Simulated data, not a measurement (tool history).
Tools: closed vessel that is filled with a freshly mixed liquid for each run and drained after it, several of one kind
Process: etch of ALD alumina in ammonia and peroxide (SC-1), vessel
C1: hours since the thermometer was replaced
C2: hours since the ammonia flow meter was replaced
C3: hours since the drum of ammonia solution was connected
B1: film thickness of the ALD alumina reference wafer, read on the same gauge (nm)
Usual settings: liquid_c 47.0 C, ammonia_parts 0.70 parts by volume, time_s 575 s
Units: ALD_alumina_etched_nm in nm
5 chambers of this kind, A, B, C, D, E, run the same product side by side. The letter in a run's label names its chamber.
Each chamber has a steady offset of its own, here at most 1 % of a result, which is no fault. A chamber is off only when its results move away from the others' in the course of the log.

{"run": "1E", "day": 0.321, "liquid_c": 47.0, "ammonia_parts": 0.7, "time_s": 575, "C1": 864.4, "C2": 660.3, "C3": 854.6, "B1": 110.02, "ALD_alumina_etched_nm": 25.919}
{"run": "2A", "day": 0.546, "liquid_c": 47.0, "ammonia_parts": 0.7, "time_s": 575, "C1": 1322.4, "C2": 683.1, "C3": 216.7, "B1": 110.01, "ALD_alumina_etched_nm": 26.181}
{"run": "3B", "day": 0.975, "liquid_c": 47.0, "ammonia_parts": 0.7, "time_s": 575, "C1": 458.8, "C2": 171.3, "C3": 188.7, "B1": 110.0, "ALD_alumina_etched_nm": 25.733}
{"run": "4C", "day": 1.333, "liquid_c": 47.0, "ammonia_parts": 0.7, "time_s": 575, "C1": 358.1, "C2": 1085.5, "C3": 269.7, "B1": 110.01, "ALD_alumina_etched_nm": 26.261}
{"run": "5D", "day": 1.692, "liquid_c": 47.0, "ammonia_parts": 0.7, "time_s": 575, "C1": 811.6, "C2": 181.6, "C3": 780.5, "B1": 110.02, "ALD_alumina_etched_nm": 25.994}
{"run": "6E", "day": 2.158, "liquid_c": 47.0, "ammonia_parts": 0.7, "time_s": 575, "C1": 908.5, "C2": 704.4, "C3": 898.7, "B1": 110.0, "ALD_alumina_etched_nm": 26.112}
{"run": "7B", "day": 2.529, "liquid_c": 47.0, "ammonia_parts": 0.7, "time_s": 575, "C1": 496.1, "C2": 208.6, "C3": 226.0, "B1": 110.0, "ALD_alumina_etched_nm": 26.078}
{"run": "8A", "day": 2.925, "liquid_c": 47.0, "ammonia_parts": 0.7, "time_s": 575, "C1": 1379.5, "C2": 740.2, "C3": 273.8, "B1": 110.0, "ALD_alumina_etched_nm": 26.056}
{"run": "9C", "day": 3.283, "liquid_c": 47.0, "ammonia_parts": 0.7, "time_s": 575, "C1": 404.9, "C2": 1132.3, "C3": 316.5, "B1": 109.98, "ALD_alumina_etched_nm": 26.199}
{"run": "10D", "day": 3.608, "liquid_c": 43.5, "ammonia_parts": 0.4, "time_s": 575, "C1": 857.6, "C2": 227.6, "C3": 826.5, "B1": 109.99, "ALD_alumina_etched_nm": 20.379}
{"run": "11A", "day": 3.942, "liquid_c": 43.5, "ammonia_parts": 0.4, "time_s": 575, "C1": 1403.9, "C2": 764.6, "C3": 298.2, "B1": 110.0, "ALD_alumina_etched_nm": 20.154}
{"run": "12E", "day": 4.221, "liquid_c": 43.5, "ammonia_parts": 0.4, "time_s": 575, "C1": 958.0, "C2": 753.9, "C3": 948.2, "B1": 110.0, "ALD_alumina_etched_nm": 20.477}
{"run": "13C", "day": 4.683, "liquid_c": 43.5, "ammonia_parts": 0.4, "time_s": 575, "C1": 438.5, "C2": 1165.9, "C3": 350.1, "B1": 110.01, "ALD_alumina_etched_nm": 20.405}
{"run": "14D", "day": 5.025, "liquid_c": 43.5, "ammonia_parts": 0.4, "time_s": 575, "C1": 891.6, "C2": 261.6, "C3": 860.5, "B1": 109.98, "ALD_alumina_etched_nm": 20.298}
{"run": "15B", "day": 5.483, "liquid_c": 47.0, "ammonia_parts": 0.7, "time_s": 575, "C1": 567.0, "C2": 279.5, "C3": 296.9, "B1": 110.02, "ALD_alumina_etched_nm": 26.036}
{"run": "16A", "day": 5.933, "liquid_c": 47.0, "ammonia_parts": 0.7, "time_s": 575, "C1": 1451.7, "C2": 812.4, "C3": 346.0, "B1": 110.01, "ALD_alumina_etched_nm": 25.886}
{"day": 6.325, "done": "chamber E: new drum of ammonia solution connected"}
{"day": 6.358, "done": "chamber D: new drum of ammonia solution connected"}
{"run": "17B", "day": 6.358, "liquid_c": 39.5, "ammonia_parts": 0.7, "time_s": 575, "C1": 588.0, "C2": 300.5, "C3": 317.9, "B1": 110.0, "ALD_alumina_etched_nm": 17.038}
{"run": "18D", "day": 6.588, "liquid_c": 39.5, "ammonia_parts": 0.7, "time_s": 575, "C1": 929.1, "C2": 299.1, "C3": 5.5, "B1": 109.99, "ALD_alumina_etched_nm": 17.035}
{"run": "19E", "day": 6.912, "liquid_c": 39.5, "ammonia_parts": 0.7, "time_s": 575, "C1": 1022.6, "C2": 818.5, "C3": 14.1, "B1": 110.01, "ALD_alumina_etched_nm": 17.235}
{"run": "20C", "day": 7.388, "liquid_c": 39.5, "ammonia_parts": 0.7, "time_s": 575, "C1": 503.4, "C2": 1230.8, "C3": 415.0, "B1": 110.01, "ALD_alumina_etched_nm": 17.001}
{"run": "21D", "day": 7.771, "liquid_c": 39.5, "ammonia_parts": 0.7, "time_s": 575, "C1": 957.5, "C2": 327.5, "C3": 33.9, "B1": 110.01, "ALD_alumina_etched_nm": 17.095}
{"run": "22A", "day": 8.029, "liquid_c": 47.0, "ammonia_parts": 0.7, "time_s": 575, "C1": 1502.0, "C2": 862.7, "C3": 396.3, "B1": 110.0, "ALD_alumina_etched_nm": 26.069}
{"run": "23C", "day": 8.292, "liquid_c": 47.0, "ammonia_parts": 0.45, "time_s": 875, "C1": 525.1, "C2": 1252.5, "C3": 436.7, "B1": 110.0, "ALD_alumina_etched_nm": 38.354}
{"run": "24B", "day": 8.704, "liquid_c": 47.0, "ammonia_parts": 0.45, "time_s": 875, "C1": 644.3, "C2": 356.8, "C3": 374.2, "B1": 110.01, "ALD_alumina_etched_nm": 37.828}
{"run": "25E", "day": 9.146, "liquid_c": 47.0, "ammonia_parts": 0.45, "time_s": 875, "C1": 1076.2, "C2": 872.1, "C3": 67.7, "B1": 110.02, "ALD_alumina_etched_nm": 38.866}
{"run": "26B", "day": 9.454, "liquid_c": 47.0, "ammonia_parts": 0.45, "time_s": 875, "C1": 662.3, "C2": 374.8, "C3": 392.2, "B1": 110.01, "ALD_alumina_etched_nm": 37.853}
{"day": 9.496, "done": "chamber B: new drum of ammonia solution connected"}
{"run": "27C", "day": 9.688, "liquid_c": 47.0, "ammonia_parts": 0.45, "time_s": 875, "C1": 558.6, "C2": 1286.0, "C3": 470.2, "B1": 110.0, "ALD_alumina_etched_nm": 37.92}
{"run": "28A", "day": 10.029, "liquid_c": 47.0, "ammonia_parts": 0.7, "time_s": 575, "C1": 1550.0, "C2": 910.7, "C3": 444.3, "B1": 110.01, "ALD_alumina_etched_nm": 25.971}
{"run": "29E", "day": 10.421, "liquid_c": 47.0, "ammonia_parts": 0.7, "time_s": 575, "C1": 1106.8, "C2": 902.7, "C3": 98.3, "B1": 110.01, "ALD_alumina_etched_nm": 26.729}
{"run": "30D", "day": 10.908, "liquid_c": 39.5, "ammonia_parts": 0.7, "time_s": 575, "C1": 1032.8, "C2": 402.8, "C3": 109.2, "B1": 110.01, "ALD_alumina_etched_nm": 17.08}
{"run": "31C", "day": 11.333, "liquid_c": 39.5, "ammonia_parts": 0.7, "time_s": 575, "C1": 598.1, "C2": 1325.5, "C3": 509.7, "B1": 110.0, "ALD_alumina_etched_nm": 17.187}
{"run": "32E", "day": 11.746, "liquid_c": 39.5, "ammonia_parts": 0.7, "time_s": 575, "C1": 1138.6, "C2": 934.5, "C3": 130.1, "B1": 110.02, "ALD_alumina_etched_nm": 17.533}
{"run": "33D", "day": 12.071, "liquid_c": 39.5, "ammonia_parts": 0.7, "time_s": 575, "C1": 1060.7, "C2": 430.7, "C3": 137.1, "B1": 110.01, "ALD_alumina_etched_nm": 17.08}
{"run": "34B", "day": 12.504, "liquid_c": 39.5, "ammonia_parts": 0.7, "time_s": 575, "C1": 735.5, "C2": 448.0, "C3": 72.2, "B1": 110.01, "ALD_alumina_etched_nm": 16.939}

Next, every chamber runs the same settings. What will each give?
{"run": "35A", "day": 12.862, "liquid_c": 47.0, "ammonia_parts": 0.7, "time_s": 575, "ALD_alumina_etched_nm": "?"}
{"run": "35B", "day": 12.862, "liquid_c": 47.0, "ammonia_parts": 0.7, "time_s": 575, "ALD_alumina_etched_nm": "?"}
{"run": "35C", "day": 12.862, "liquid_c": 47.0, "ammonia_parts": 0.7, "time_s": 575, "ALD_alumina_etched_nm": "?"}
{"run": "35D", "day": 12.862, "liquid_c": 47.0, "ammonia_parts": 0.7, "time_s": 575, "ALD_alumina_etched_nm": "?"}
{"run": "35E", "day": 12.862, "liquid_c": 47.0, "ammonia_parts": 0.7, "time_s": 575, "ALD_alumina_etched_nm": "?"}

run=35A ALD_alumina_etched_nm=26.005
run=35B ALD_alumina_etched_nm=26.081
run=35C ALD_alumina_etched_nm=26.270
run=35D ALD_alumina_etched_nm=26.163
run=35E ALD_alumina_etched_nm=26.899
